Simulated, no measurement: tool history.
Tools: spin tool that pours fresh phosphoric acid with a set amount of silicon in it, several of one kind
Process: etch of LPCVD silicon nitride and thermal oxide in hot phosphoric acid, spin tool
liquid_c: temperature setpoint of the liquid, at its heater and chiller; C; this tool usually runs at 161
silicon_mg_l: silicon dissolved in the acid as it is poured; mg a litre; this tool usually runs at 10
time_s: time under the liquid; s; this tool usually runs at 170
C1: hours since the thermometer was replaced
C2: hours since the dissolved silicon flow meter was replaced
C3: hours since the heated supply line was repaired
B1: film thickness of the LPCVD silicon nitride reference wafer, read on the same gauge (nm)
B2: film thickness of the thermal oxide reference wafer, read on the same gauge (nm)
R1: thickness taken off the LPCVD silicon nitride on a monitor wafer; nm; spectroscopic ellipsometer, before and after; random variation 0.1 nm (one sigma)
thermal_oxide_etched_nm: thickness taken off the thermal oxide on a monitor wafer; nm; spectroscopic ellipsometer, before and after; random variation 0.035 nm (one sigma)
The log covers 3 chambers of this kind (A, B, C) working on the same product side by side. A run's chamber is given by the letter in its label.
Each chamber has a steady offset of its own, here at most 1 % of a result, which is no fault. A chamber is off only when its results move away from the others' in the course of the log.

{"run": "1B", "hour": 9.2, "liquid_c": 161, "silicon_mg_l": 10, "time_s": 170, "C1": 251, "C2": 844, "C3": 184.9, "B1": 69.985, "B2": 129.98, "R1": 15.077, "thermal_oxide_etched_nm": 0.39688}
{"run": "2C", "hour": 14.4, "liquid_c": 161, "silicon_mg_l": 10, "time_s": 170, "C1": 2170.1, "C2": 536.5, "C3": 2544.5, "B1": 70.008, "B2": 130.02, "R1": 15.047, "thermal_oxide_etched_nm": 0.37106}
{"run": "3A", "hour": 21.3, "liquid_c": 161, "silicon_mg_l": 10, "time_s": 170, "C1": 1448.8, "C2": 913.7, "C3": 425.7, "B1": 69.982, "B2": 130.01, "R1": 15.06, "thermal_oxide_etched_nm": 0.4324}
{"run": "4A", "hour": 31.8, "liquid_c": 161, "silicon_mg_l": 10, "time_s": 170, "C1": 1459.3, "C2": 924.2, "C3": 436.2, "B1": 69.986, "B2": 129.98, "R1": 15.034, "thermal_oxide_etched_nm": 0.39642}
{"run": "5B", "hour": 36.9, "liquid_c": 161, "silicon_mg_l": 10, "time_s": 170, "C1": 278.7, "C2": 871.7, "C3": 212.6, "B1": 70.007, "B2": 129.99, "R1": 15.038, "thermal_oxide_etched_nm": 0.38613}
{"run": "6C", "hour": 44.8, "liquid_c": 161, "silicon_mg_l": 4.5, "time_s": 130, "C1": 2200.5, "C2": 566.9, "C3": 2574.9, "B1": 69.983, "B2": 130, "R1": 11.407, "thermal_oxide_etched_nm": 0.31967}
{"run": "7A", "hour": 55.1, "liquid_c": 161, "silicon_mg_l": 4.5, "time_s": 130, "C1": 1482.6, "C2": 947.5, "C3": 459.5, "B1": 70.002, "B2": 129.99, "R1": 11.438, "thermal_oxide_etched_nm": 0.32404}
{"run": "8C", "hour": 65.1, "liquid_c": 161, "silicon_mg_l": 4.5, "time_s": 130, "C1": 2220.8, "C2": 587.2, "C3": 2595.2, "B1": 70.023, "B2": 130, "R1": 11.55, "thermal_oxide_etched_nm": 0.36475}
{"run": "9B", "hour": 73.3, "liquid_c": 161, "silicon_mg_l": 10, "time_s": 170, "C1": 315.1, "C2": 908.1, "C3": 249, "B1": 70.001, "B2": 130, "R1": 15.099, "thermal_oxide_etched_nm": 0.40854}
{"run": "10B", "hour": 81.4, "liquid_c": 161, "silicon_mg_l": 10, "time_s": 170, "C1": 323.2, "C2": 916.2, "C3": 257.1, "B1": 69.989, "B2": 130.02, "R1": 15.013, "thermal_oxide_etched_nm": 0.42812}
{"run": "11A", "hour": 90.0, "liquid_c": 161, "silicon_mg_l": 10, "time_s": 170, "C1": 1517.5, "C2": 982.4, "C3": 494.4, "B1": 69.99, "B2": 130, "R1": 15.042, "thermal_oxide_etched_nm": 0.42863}
{"hour": 98.8, "done": "chamber C: thermometer replaced"}
{"run": "12C", "hour": 100.2, "liquid_c": 161, "silicon_mg_l": 10, "time_s": 170, "C1": 1.5, "C2": 622.3, "C3": 2630.3, "B1": 70.032, "B2": 130.01, "R1": 14.976, "thermal_oxide_etched_nm": 0.4576}
{"run": "13B", "hour": 109.3, "liquid_c": 161, "silicon_mg_l": 10, "time_s": 170, "C1": 351.1, "C2": 944.1, "C3": 285, "B1": 70.013, "B2": 130.02, "R1": 14.95, "thermal_oxide_etched_nm": 0.39638}
{"run": "14A", "hour": 118.6, "liquid_c": 161, "silicon_mg_l": 10, "time_s": 170, "C1": 1546.1, "C2": 1011, "C3": 523, "B1": 70.013, "B2": 130.01, "R1": 15.2, "thermal_oxide_etched_nm": 0.41593}
{"run": "15C", "hour": 127.7, "liquid_c": 161, "silicon_mg_l": 10, "time_s": 170, "C1": 29, "C2": 649.8, "C3": 2657.8, "B1": 69.999, "B2": 130, "R1": 15.009, "thermal_oxide_etched_nm": 0.38533}
{"run": "16B", "hour": 135.1, "liquid_c": 161, "silicon_mg_l": 10, "time_s": 170, "C1": 376.9, "C2": 969.9, "C3": 310.8, "B1": 70.026, "B2": 130, "R1": 14.916, "thermal_oxide_etched_nm": 0.41367}
{"hour": 140.7, "done": "chamber A: dissolved silicon flow meter replaced"}
{"run": "17A", "hour": 146.5, "liquid_c": 161, "silicon_mg_l": 10, "time_s": 135, "C1": 1574, "C2": 5.8, "C3": 550.9, "B1": 70.027, "B2": 129.99, "R1": 11.95, "thermal_oxide_etched_nm": 0.28648}
{"run": "18C", "hour": 156.6, "liquid_c": 161, "silicon_mg_l": 10, "time_s": 135, "C1": 57.9, "C2": 678.7, "C3": 2686.7, "B1": 70.006, "B2": 129.98, "R1": 11.961, "thermal_oxide_etched_nm": 0.32569}
{"run": "19C", "hour": 167.5, "liquid_c": 161, "silicon_mg_l": 10, "time_s": 135, "C1": 68.8, "C2": 689.6, "C3": 2697.6, "B1": 69.994, "B2": 130.01, "R1": 11.941, "thermal_oxide_etched_nm": 0.32294}
{"run": "20B", "hour": 173.5, "liquid_c": 161, "silicon_mg_l": 10, "time_s": 170, "C1": 415.3, "C2": 1008.3, "C3": 349.2, "B1": 70.016, "B2": 129.99, "R1": 14.966, "thermal_oxide_etched_nm": 0.38596}
{"run": "21A", "hour": 184.5, "liquid_c": 161, "silicon_mg_l": 10, "time_s": 170, "C1": 1612, "C2": 43.8, "C3": 588.9, "B1": 70.027, "B2": 130, "R1": 14.993, "thermal_oxide_etched_nm": 0.39306}
{"run": "22C", "hour": 192.1, "liquid_c": 161, "silicon_mg_l": 10, "time_s": 170, "C1": 93.4, "C2": 714.2, "C3": 2722.2, "B1": 70.003, "B2": 130, "R1": 14.998, "thermal_oxide_etched_nm": 0.37712}
{"run": "23B", "hour": 199.6, "liquid_c": 161, "silicon_mg_l": 10, "time_s": 170, "C1": 441.4, "C2": 1034.4, "C3": 375.3, "B1": 69.996, "B2": 130.03, "R1": 14.999, "thermal_oxide_etched_nm": 0.49528}
{"run": "24A", "hour": 204.9, "liquid_c": 161, "silicon_mg_l": 10, "time_s": 170, "C1": 1632.4, "C2": 64.2, "C3": 609.3, "B1": 70, "B2": 129.98, "R1": 14.886, "thermal_oxide_etched_nm": 0.44408}
{"run": "25A", "hour": 213.8, "liquid_c": 161, "silicon_mg_l": 10, "time_s": 170, "C1": 1641.3, "C2": 73.1, "C3": 618.2, "B1": 69.984, "B2": 130.02, "R1": 15.214, "thermal_oxide_etched_nm": 0.40894}
{"run": "26C", "hour": 219.5, "liquid_c": 161, "silicon_mg_l": 10, "time_s": 170, "C1": 120.8, "C2": 741.6, "C3": 2749.6, "B1": 70.001, "B2": 129.99, "R1": 15.107, "thermal_oxide_etched_nm": 0.44255}
{"run": "27B", "hour": 226.3, "liquid_c": 161, "silicon_mg_l": 10, "time_s": 170, "C1": 468.1, "C2": 1061.1, "C3": 402, "B1": 69.998, "B2": 130, "R1": 14.975, "thermal_oxide_etched_nm": 0.38048}
{"run": "28C", "hour": 233.2, "liquid_c": 161, "silicon_mg_l": 10, "time_s": 170, "C1": 134.5, "C2": 755.3, "C3": 2763.3, "B1": 69.996, "B2": 130.03, "R1": 14.988, "thermal_oxide_etched_nm": 0.45805}
{"run": "29A", "hour": 240.2, "liquid_c": 161, "silicon_mg_l": 5.5, "time_s": 250, "C1": 1667.7, "C2": 99.5, "C3": 644.6, "B1": 69.986, "B2": 130, "R1": 22.342, "thermal_oxide_etched_nm": 0.53096}
{"run": "30B", "hour": 246.4, "liquid_c": 161, "silicon_mg_l": 5.5, "time_s": 250, "C1": 488.2, "C2": 1081.2, "C3": 422.1, "B1": 69.98, "B2": 129.99, "R1": 22.277, "thermal_oxide_etched_nm": 0.69911}
{"run": "31B", "hour": 255.8, "liquid_c": 161, "silicon_mg_l": 5.5, "time_s": 250, "C1": 497.6, "C2": 1090.6, "C3": 431.5, "B1": 70.004, "B2": 129.97, "R1": 22.005, "thermal_oxide_etched_nm": 0.75446}
{"hour": 257.9, "done": "chamber B: thermometer replaced"}
{"run": "32C", "hour": 266.5, "liquid_c": 161, "silicon_mg_l": 10, "time_s": 170, "C1": 167.8, "C2": 788.6, "C3": 2796.6, "B1": 69.992, "B2": 130.02, "R1": 14.905, "thermal_oxide_etched_nm": 0.44185}
{"run": "33A", "hour": 273.4, "liquid_c": 161, "silicon_mg_l": 10, "time_s": 170, "C1": 1700.9, "C2": 132.7, "C3": 677.8, "B1": 70.04, "B2": 130, "R1": 15.18, "thermal_oxide_etched_nm": 0.46392}
{"run": "34B", "hour": 280.0, "liquid_c": 161, "silicon_mg_l": 10, "time_s": 170, "C1": 22.2, "C2": 1114.8, "C3": 455.7, "B1": 69.991, "B2": 130, "R1": 14.996, "thermal_oxide_etched_nm": 0.45394}

For the next run the whole fleet of 3 chambers uses the same settings. Give each chamber's results:
{"run": "35A", "hour": 288.3, "liquid_c": 158.5, "silicon_mg_l": 10, "time_s": 170, "R1": "?", "thermal_oxide_etched_nm": "?"}
{"run": "35B", "hour": 288.3, "liquid_c": 158.5, "silicon_mg_l": 10, "time_s": 170, "R1": "?", "thermal_oxide_etched_nm": "?"}
{"run": "35C", "hour": 288.3, "liquid_c": 158.5, "silicon_mg_l": 10, "time_s": 170, "R1": "?", "thermal_oxide_etched_nm": "?"}

run=35A R1=13.802 thermal_oxide_etched_nm=0.34927
run=35B R1=13.757 thermal_oxide_etched_nm=0.32608
run=35C R1=13.752 thermal_oxide_etched_nm=0.32769
